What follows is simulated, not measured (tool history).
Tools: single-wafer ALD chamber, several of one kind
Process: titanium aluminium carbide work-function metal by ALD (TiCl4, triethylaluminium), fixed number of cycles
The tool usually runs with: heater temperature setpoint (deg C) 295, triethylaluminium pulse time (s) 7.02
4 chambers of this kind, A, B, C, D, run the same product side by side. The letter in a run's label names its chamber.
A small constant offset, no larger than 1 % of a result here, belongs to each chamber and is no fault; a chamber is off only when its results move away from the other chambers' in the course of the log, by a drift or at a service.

| run | hour | heater temperature setpoint (deg C) | triethylaluminium pulse time (s) | hours since the last thermocouple change | hours since the last triethylaluminium bottle change | read-back reference wafer on the same gauge, thickness_nm | mean film thickness on the monitor wafer (nm) |
|---|---|---|---|---|---|---|---|
| 1D | 6.2 | 295 | 7.02 | 1123.8 | 368.0 | 1.8794 | 1.8436 |
| 2A | 12.2 | 295 | 7.02 | 1993.4 | 792.3 | 1.8798 | 1.8510 |
| 3B | 17.8 | 295 | 7.02 | 100.7 | 1146.5 | 1.8793 | 1.8492 |
| 4C | 27.3 | 295 | 7.02 | 733.6 | 37.5 | 1.8791 | 1.8428 |
| 5B | 32.9 | 295 | 7.02 | 115.8 | 1161.6 | 1.8784 | 1.8553 |
| 6D | 40.1 | 295 | 7.02 | 1157.7 | 401.9 | 1.8783 | 1.8341 |
| 7A | 47.0 | 295 | 7.02 | 2028.2 | 827.1 | 1.8786 | 1.8515 |
| 8C | 54.0 | 295 | 7.02 | 760.3 | 64.2 | 1.8779 | 1.8420 |
| 9C | 60.7 | 295 | 7.02 | 767.0 | 70.9 | 1.8772 | 1.8434 |
| 10A | 71.1 | 295 | 7.02 | 2052.3 | 851.2 | 1.8774 | 1.8516 |
| 11B | 83.0 | 295 | 9.06 | 165.9 | 1211.7 | 1.8763 | 1.9440 |
| 12D | 92.7 | 295 | 9.06 | 1210.3 | 454.5 | 1.8762 | 1.9295 |
| 13B | 100.8 | 295 | 9.06 | 183.7 | 1229.5 | 1.8748 | 1.9346 |
| 14A | 113.1 | 295 | 9.06 | 2094.3 | 893.2 | 1.8754 | 1.9438 |
| 15D | 120.5 | 295 | 7.02 | 1238.1 | 482.3 | 1.8753 | 1.8317 |
| 16C | 126.9 | 295 | 7.02 | 833.2 | 137.1 | 1.8741 | 1.8397 |
| 17A | 137.0 | 295 | 7.02 | 2118.2 | 917.1 | 1.8744 | 1.8504 |
| 18D | 147.1 | 295 | 7.02 | 1264.7 | 508.9 | 1.8738 | 1.8367 |
| 19C | 155.0 | 295 | 7.02 | 861.3 | 165.2 | 1.8725 | 1.8372 |
| 20B | 161.8 | 295 | 7.02 | 244.7 | 1290.5 | 1.8732 | 1.8467 |
| 21D | 172.2 | 290 | 9.71 | 1289.8 | 534.0 | 1.8734 | 1.8970 |
| 22A | 183.5 | 290 | 9.71 | 2164.7 | 963.6 | 1.8728 | 1.9117 |
| 23C | 192.0 | 290 | 9.71 | 898.3 | 202.2 | 1.8712 | 1.9070 |
| 24B | 198.8 | 290 | 9.71 | 281.7 | 1327.5 | 1.8707 | 1.9152 |
| 25A | 206.7 | 295 | 7.02 | 2187.9 | 986.8 | 1.8717 | 1.8501 |
| 26C | 214.7 | 283 | 9.63 | 921.0 | 224.9 | 1.8711 | 1.8389 |
| 27B | 226.0 | 283 | 9.63 | 308.9 | 1354.7 | 1.8700 | 1.8481 |
| 28D | 231.8 | 283 | 9.63 | 1349.4 | 593.6 | 1.8705 | 1.8399 |
| 29D | 244.1 | 283 | 9.63 | 1361.7 | 605.9 | 1.8690 | 1.8356 |
| 30B | 256.6 | 295 | 7.02 | 339.5 | 1385.3 | 1.8692 | 1.8363 |
| 31C | 265.3 | 295 | 7.02 | 971.6 | 275.5 | 1.8678 | 1.8343 |
| 32A | 271.3 | 295 | 7.02 | 2252.5 | 1051.4 | 1.8691 | 1.8416 |
| 33A | 281.1 | 295 | 7.02 | 2262.3 | 1061.2 | 1.8675 | 1.8432 |

Which is it: a chamber that has drifted or been left off by a service, a gauge drift common to all chambers, or only each chamber's usual small offset? If a chamber is off, name it and its likeliest cause.

None of the chambers is off. What moves is the gauge, dragging all their readings along together.
Likeliest cause: gauge reads low (%) = 0.66.
